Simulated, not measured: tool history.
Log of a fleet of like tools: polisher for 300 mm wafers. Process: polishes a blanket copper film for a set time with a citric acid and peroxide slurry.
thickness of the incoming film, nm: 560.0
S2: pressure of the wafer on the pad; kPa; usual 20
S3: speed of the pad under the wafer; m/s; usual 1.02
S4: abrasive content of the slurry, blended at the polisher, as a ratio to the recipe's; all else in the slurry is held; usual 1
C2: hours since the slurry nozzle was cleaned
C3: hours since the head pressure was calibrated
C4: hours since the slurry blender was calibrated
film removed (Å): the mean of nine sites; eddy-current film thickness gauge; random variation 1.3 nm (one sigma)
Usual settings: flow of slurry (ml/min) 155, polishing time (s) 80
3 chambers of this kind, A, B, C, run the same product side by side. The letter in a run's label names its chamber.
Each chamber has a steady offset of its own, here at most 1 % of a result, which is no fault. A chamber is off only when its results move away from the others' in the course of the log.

{"run": "1B", "day": 0.467, "flow of slurry (ml/min)": 155, "S2": 20, "S3": 1.02, "S4": 1, "polishing time (s)": 80, "wafers polished on this pad": 795, "C2": 646.6, "C3": 545.4, "C4": 38.4, "film removed (Å)": 1481.3}
{"run": "2C", "day": 0.933, "flow of slurry (ml/min)": 155, "S2": 20, "S3": 1.02, "S4": 1, "polishing time (s)": 80, "wafers polished on this pad": 319, "C2": 22.9, "C3": 716.5, "C4": 252.7, "film removed (Å)": 1502.1}
{"run": "3A", "day": 1.2, "flow of slurry (ml/min)": 155, "S2": 20, "S3": 1.02, "S4": 1, "polishing time (s)": 80, "wafers polished on this pad": 1154, "C2": 350.7, "C3": 179.5, "C4": 225.3, "film removed (Å)": 1471.3}
{"run": "4A", "day": 1.504, "flow of slurry (ml/min)": 155, "S2": 20, "S3": 1.02, "S4": 1, "polishing time (s)": 80, "wafers polished on this pad": 1247, "C2": 358, "C3": 186.8, "C4": 232.6, "film removed (Å)": 1501.4}
{"day": 1.596, "done": "chamber A: worn pad replaced by a new one"}
{"day": 1.792, "done": "chamber B: worn pad replaced by a new one"}
{"run": "5B", "day": 2.042, "flow of slurry (ml/min)": 155, "S2": 20, "S3": 1.02, "S4": 1, "polishing time (s)": 80, "wafers polished on this pad": 76, "C2": 684.4, "C3": 583.2, "C4": 76.2, "film removed (Å)": 1497.7}
{"run": "6C", "day": 2.55, "flow of slurry (ml/min)": 155, "S2": 20, "S3": 1.02, "S4": 1, "polishing time (s)": 80, "wafers polished on this pad": 810, "C2": 61.7, "C3": 755.3, "C4": 291.5, "film removed (Å)": 1492.4}
{"day": 2.692, "done": "chamber C: worn pad replaced by a new one"}
{"run": "7B", "day": 3.025, "flow of slurry (ml/min)": 155, "S2": 20, "S3": 1.02, "S4": 1, "polishing time (s)": 80, "wafers polished on this pad": 374, "C2": 708, "C3": 606.8, "C4": 99.8, "film removed (Å)": 1501.3}
{"run": "8C", "day": 3.262, "flow of slurry (ml/min)": 155, "S2": 20, "S3": 1.02, "S4": 1, "polishing time (s)": 80, "wafers polished on this pad": 174, "C2": 78.8, "C3": 772.4, "C4": 308.6, "film removed (Å)": 1494.5}
{"run": "9A", "day": 3.783, "flow of slurry (ml/min)": 120, "S2": 20, "S3": 1.02, "S4": 1, "polishing time (s)": 80, "wafers polished on this pad": 664, "C2": 412.7, "C3": 241.5, "C4": 287.3, "film removed (Å)": 1420}
{"run": "10B", "day": 4.029, "flow of slurry (ml/min)": 120, "S2": 20, "S3": 1.02, "S4": 1, "polishing time (s)": 80, "wafers polished on this pad": 679, "C2": 732.1, "C3": 630.9, "C4": 123.9, "film removed (Å)": 1437.5}
{"day": 4.042, "done": "chamber B: slurry nozzle cleaned"}
{"run": "11C", "day": 4.375, "flow of slurry (ml/min)": 120, "S2": 20, "S3": 1.02, "S4": 1, "polishing time (s)": 80, "wafers polished on this pad": 512, "C2": 105.5, "C3": 799.1, "C4": 335.3, "film removed (Å)": 1413.1}
{"run": "12A", "day": 4.7, "flow of slurry (ml/min)": 155, "S2": 20, "S3": 1.02, "S4": 1, "polishing time (s)": 80, "wafers polished on this pad": 943, "C2": 434.7, "C3": 263.5, "C4": 309.3, "film removed (Å)": 1486.5}
{"run": "13C", "day": 5.179, "flow of slurry (ml/min)": 155, "S2": 20, "S3": 1.02, "S4": 1, "polishing time (s)": 80, "wafers polished on this pad": 756, "C2": 124.8, "C3": 818.4, "C4": 354.6, "film removed (Å)": 1506.1}
{"day": 5.383, "done": "chamber B: worn pad replaced by a new one"}
{"day": 5.546, "done": "chamber A: worn pad replaced by a new one"}
{"day": 5.646, "done": "chamber C: slurry blender recalibrated"}
{"run": "14B", "day": 5.679, "flow of slurry (ml/min)": 155, "S2": 20, "S3": 1.02, "S4": 1, "polishing time (s)": 80, "wafers polished on this pad": 89, "C2": 39.3, "C3": 670.5, "C4": 163.5, "film removed (Å)": 1510.9}
{"day": 5.821, "done": "chamber C: worn pad replaced by a new one"}
{"run": "15A", "day": 5.921, "flow of slurry (ml/min)": 155, "S2": 20, "S3": 1.02, "S4": 1, "polishing time (s)": 80, "wafers polished on this pad": 114, "C2": 464, "C3": 292.8, "C4": 338.6, "film removed (Å)": 1452.5}
{"run": "16A", "day": 6.283, "flow of slurry (ml/min)": 155, "S2": 20, "S3": 1.24, "S4": 1, "polishing time (s)": 90, "wafers polished on this pad": 224, "C2": 472.7, "C3": 301.5, "C4": 347.3, "film removed (Å)": 2022.9}
{"run": "17C", "day": 6.542, "flow of slurry (ml/min)": 155, "S2": 20, "S3": 1.24, "S4": 1, "polishing time (s)": 90, "wafers polished on this pad": 220, "C2": 157.5, "C3": 851.1, "C4": 21.6, "film removed (Å)": 2049}
{"run": "18B", "day": 6.8, "flow of slurry (ml/min)": 155, "S2": 20, "S3": 1.24, "S4": 1, "polishing time (s)": 90, "wafers polished on this pad": 430, "C2": 66.2, "C3": 697.4, "C4": 190.4, "film removed (Å)": 2016.4}
{"run": "19B", "day": 7.142, "flow of slurry (ml/min)": 155, "S2": 20, "S3": 1.02, "S4": 1, "polishing time (s)": 80, "wafers polished on this pad": 533, "C2": 74.4, "C3": 705.6, "C4": 198.6, "film removed (Å)": 1482.4}
{"run": "20C", "day": 7.588, "flow of slurry (ml/min)": 155, "S2": 20, "S3": 1.02, "S4": 1, "polishing time (s)": 80, "wafers polished on this pad": 537, "C2": 182.6, "C3": 876.2, "C4": 46.7, "film removed (Å)": 1510.3}
{"run": "21A", "day": 8.088, "flow of slurry (ml/min)": 155, "S2": 20, "S3": 1.02, "S4": 1, "polishing time (s)": 80, "wafers polished on this pad": 772, "C2": 516, "C3": 344.8, "C4": 390.6, "film removed (Å)": 1491.7}
{"day": 8.454, "done": "chamber C: worn pad replaced by a new one"}
{"run": "22A", "day": 8.538, "flow of slurry (ml/min)": 155, "S2": 20, "S3": 1.02, "S4": 1, "polishing time (s)": 80, "wafers polished on this pad": 909, "C2": 526.8, "C3": 355.6, "C4": 401.4, "film removed (Å)": 1491.2}
{"run": "23C", "day": 8.85, "flow of slurry (ml/min)": 155, "S2": 20, "S3": 1.02, "S4": 1, "polishing time (s)": 80, "wafers polished on this pad": 120, "C2": 212.9, "C3": 906.5, "C4": 77, "film removed (Å)": 1486.4}
{"day": 8.892, "done": "chamber C: head pressure recalibrated"}
{"day": 8.971, "done": "chamber A: slurry blender recalibrated"}
{"run": "24B", "day": 9.229, "flow of slurry (ml/min)": 155, "S2": 20, "S3": 1.02, "S4": 1, "polishing time (s)": 80, "wafers polished on this pad": 1167, "C2": 124.5, "C3": 755.7, "C4": 248.7, "film removed (Å)": 1492.3}
{"run": "25A", "day": 9.571, "flow of slurry (ml/min)": 155, "S2": 20, "S3": 1.16, "S4": 1, "polishing time (s)": 80, "wafers polished on this pad": 1223, "C2": 551.6, "C3": 380.4, "C4": 14.5, "film removed (Å)": 1686.6}
{"day": 9.654, "done": "chamber B: worn pad replaced by a new one"}
{"day": 9.808, "done": "chamber A: worn pad replaced by a new one"}
{"run": "26B", "day": 9.925, "flow of slurry (ml/min)": 155, "S2": 20, "S3": 1.16, "S4": 1, "polishing time (s)": 80, "wafers polished on this pad": 82, "C2": 141.2, "C3": 772.4, "C4": 265.4, "film removed (Å)": 1700.3}
{"run": "27C", "day": 10.392, "flow of slurry (ml/min)": 155, "S2": 20, "S3": 1.16, "S4": 1, "polishing time (s)": 80, "wafers polished on this pad": 588, "C2": 249.9, "C3": 36.1, "C4": 114, "film removed (Å)": 1514}
{"run": "28A", "day": 10.896, "flow of slurry (ml/min)": 155, "S2": 20, "S3": 1.02, "S4": 1, "polishing time (s)": 80, "wafers polished on this pad": 331, "C2": 583.4, "C3": 412.2, "C4": 46.3, "film removed (Å)": 1488.5}
{"day": 10.942, "done": "chamber C: worn pad replaced by a new one"}
{"run": "29B", "day": 11.408, "flow of slurry (ml/min)": 155, "S2": 20, "S3": 1.24, "S4": 0.85, "polishing time (s)": 80, "wafers polished on this pad": 532, "C2": 176.8, "C3": 808, "C4": 301, "film removed (Å)": 1762.2}
{"run": "30C", "day": 11.933, "flow of slurry (ml/min)": 155, "S2": 20, "S3": 1.24, "S4": 0.85, "polishing time (s)": 80, "wafers polished on this pad": 301, "C2": 286.9, "C3": 73.1, "C4": 151, "film removed (Å)": 1542}
{"run": "31C", "day": 12.3, "flow of slurry (ml/min)": 155, "S2": 20, "S3": 1.24, "S4": 0.85, "polishing time (s)": 80, "wafers polished on this pad": 412, "C2": 295.7, "C3": 81.9, "C4": 159.8, "film removed (Å)": 1560.9}
{"run": "32A", "day": 12.775, "flow of slurry (ml/min)": 155, "S2": 20, "S3": 1.02, "S4": 1, "polishing time (s)": 80, "wafers polished on this pad": 901, "C2": 628.5, "C3": 457.3, "C4": 91.4, "film removed (Å)": 1482.7}
{"day": 13.246, "done": "chamber A: slurry nozzle cleaned"}
{"run": "33B", "day": 13.292, "flow of slurry (ml/min)": 155, "S2": 20, "S3": 1.02, "S4": 1, "polishing time (s)": 80, "wafers polished on this pad": 1104, "C2": 222, "C3": 853.2, "C4": 346.2, "film removed (Å)": 1483.2}
{"run": "34A", "day": 13.825, "flow of slurry (ml/min)": 155, "S2": 20, "S3": 1.02, "S4": 1, "polishing time (s)": 80, "wafers polished on this pad": 1220, "C2": 14, "C3": 482.5, "C4": 116.6, "film removed (Å)": 1505.6}

What goes on in this fleet: one chamber off, a drifting gauge, or nothing beyond the chambers' own small offsets? Name the chamber and the cause, if any.

A service left chamber C off against the others.
Cause: head's pressure below its setpoint, % = 11.2.

Here are 4 candidates for chamber C's next run, each the usual settings with a change, their results left as question marks. Which one brings its results back in line with what the others give on the usual settings?
In line means no further than this from the other chambers' mean on the usual settings: film removed (Å) 45
{"run": "35C-1", "day": 14.217, "flow of slurry (ml/min)": 155, "S2": 19.3, "S3": 0.98, "S4": 1, "polishing time (s)": 77, "film removed (Å)": "?"}
{"run": "35C-2", "day": 14.217, "flow of slurry (ml/min)": 155, "S2": 20, "S3": 0.86, "S4": 0.95, "polishing time (s)": 80, "film removed (Å)": "?"}
{"run": "35C-3", "day": 14.217, "flow of slurry (ml/min)": 155, "S2": 20.7, "S3": 1.06, "S4": 1, "polishing time (s)": 83, "film removed (Å)": "?"}
{"run": "35C-4", "day": 14.217, "flow of slurry (ml/min)": 155, "S2": 20, "S3": 1.12, "S4": 1, "polishing time (s)": 87, "film removed (Å)": "?"}

The other chambers' mean on the usual settings: film removed (Å) 1489.7
run=35C-1 film_removed_(Å)=1181.9
run=35C-2 film_removed_(Å)=1105.4
run=35C-3 film_removed_(Å)=1473.5
run=35C-4 film_removed_(Å)=1577.2
35C-3 brings the chamber back in line.
